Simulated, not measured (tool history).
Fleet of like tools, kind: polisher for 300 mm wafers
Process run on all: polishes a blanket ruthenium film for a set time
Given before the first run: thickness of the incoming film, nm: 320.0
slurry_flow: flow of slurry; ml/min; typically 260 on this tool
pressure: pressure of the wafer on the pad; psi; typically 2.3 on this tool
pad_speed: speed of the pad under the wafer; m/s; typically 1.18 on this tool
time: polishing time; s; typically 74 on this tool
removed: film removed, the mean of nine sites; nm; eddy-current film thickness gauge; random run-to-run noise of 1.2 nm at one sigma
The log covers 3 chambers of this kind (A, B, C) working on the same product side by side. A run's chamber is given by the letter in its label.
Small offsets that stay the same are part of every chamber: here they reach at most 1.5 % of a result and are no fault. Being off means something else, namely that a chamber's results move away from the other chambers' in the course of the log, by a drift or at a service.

| run | hour | slurry_flow | pressure | pad_speed | time | removed |
|---|---|---|---|---|---|---|
|  | 1.4 | chamber C: worn pad replaced by a new one |
| 1C | 10.2 | 260 | 2.3 | 1.18 | 74 | 120.650 |
|  | 12.4 | chamber B: head pressure recalibrated |
| 2B | 15.8 | 260 | 2.3 | 1.18 | 74 | 119.960 |
| 3A | 23.5 | 260 | 2.3 | 1.18 | 74 | 122.290 |
| 4C | 32.7 | 260 | 2.3 | 1.18 | 74 | 122.600 |
| 5B | 44.4 | 260 | 2.3 | 1.18 | 74 | 118.860 |
| 6A | 50.2 | 260 | 2.3 | 1.18 | 74 | 122.580 |
|  | 55.3 | chamber A: worn pad replaced by a new one |
| 7A | 56.2 | 260 | 1.7 | 1.18 | 50 | 61.327 |
| 8B | 61.5 | 260 | 1.7 | 1.18 | 50 | 60.384 |
| 9C | 71.9 | 260 | 1.7 | 1.18 | 50 | 61.058 |
| 10C | 80.7 | 260 | 2.3 | 1.18 | 74 | 122.370 |
|  | 82.2 | chamber B: worn pad replaced by a new one |
| 11A | 92.6 | 210 | 2.3 | 1.18 | 74 | 113.420 |
| 12B | 98.9 | 210 | 2.3 | 1.18 | 74 | 118.250 |
| 13C | 107.1 | 210 | 2.3 | 1.18 | 74 | 118.800 |
| 14A | 112.6 | 260 | 2.3 | 1.18 | 74 | 114.580 |
| 15B | 118.4 | 260 | 2.3 | 1.18 | 74 | 119.110 |
| 16B | 124.1 | 260 | 2.3 | 1.18 | 74 | 119.300 |
| 17A | 132.6 | 260 | 2.3 | 1.18 | 74 | 111.120 |
| 18C | 142.7 | 260 | 2.3 | 1.18 | 74 | 120.360 |
|  | 143.3 | chamber C: worn pad replaced by a new one |
| 19C | 151.4 | 260 | 2.3 | 1.18 | 74 | 121.890 |
| 20B | 159.6 | 260 | 2.3 | 1.18 | 74 | 122.150 |

For the next run the whole fleet of 3 chambers uses the same settings. Give each chamber's results:
| 21A | 168.2 | 260 | 2.3 | 0.82 | 74 | ? |
| 21B | 168.2 | 260 | 2.3 | 0.82 | 74 | ? |
| 21C | 168.2 | 260 | 2.3 | 0.82 | 74 | ? |

| run | removed |
|---|---|
| 21A | 75.610 |
| 21B | 82.880 |
| 21C | 84.670 |

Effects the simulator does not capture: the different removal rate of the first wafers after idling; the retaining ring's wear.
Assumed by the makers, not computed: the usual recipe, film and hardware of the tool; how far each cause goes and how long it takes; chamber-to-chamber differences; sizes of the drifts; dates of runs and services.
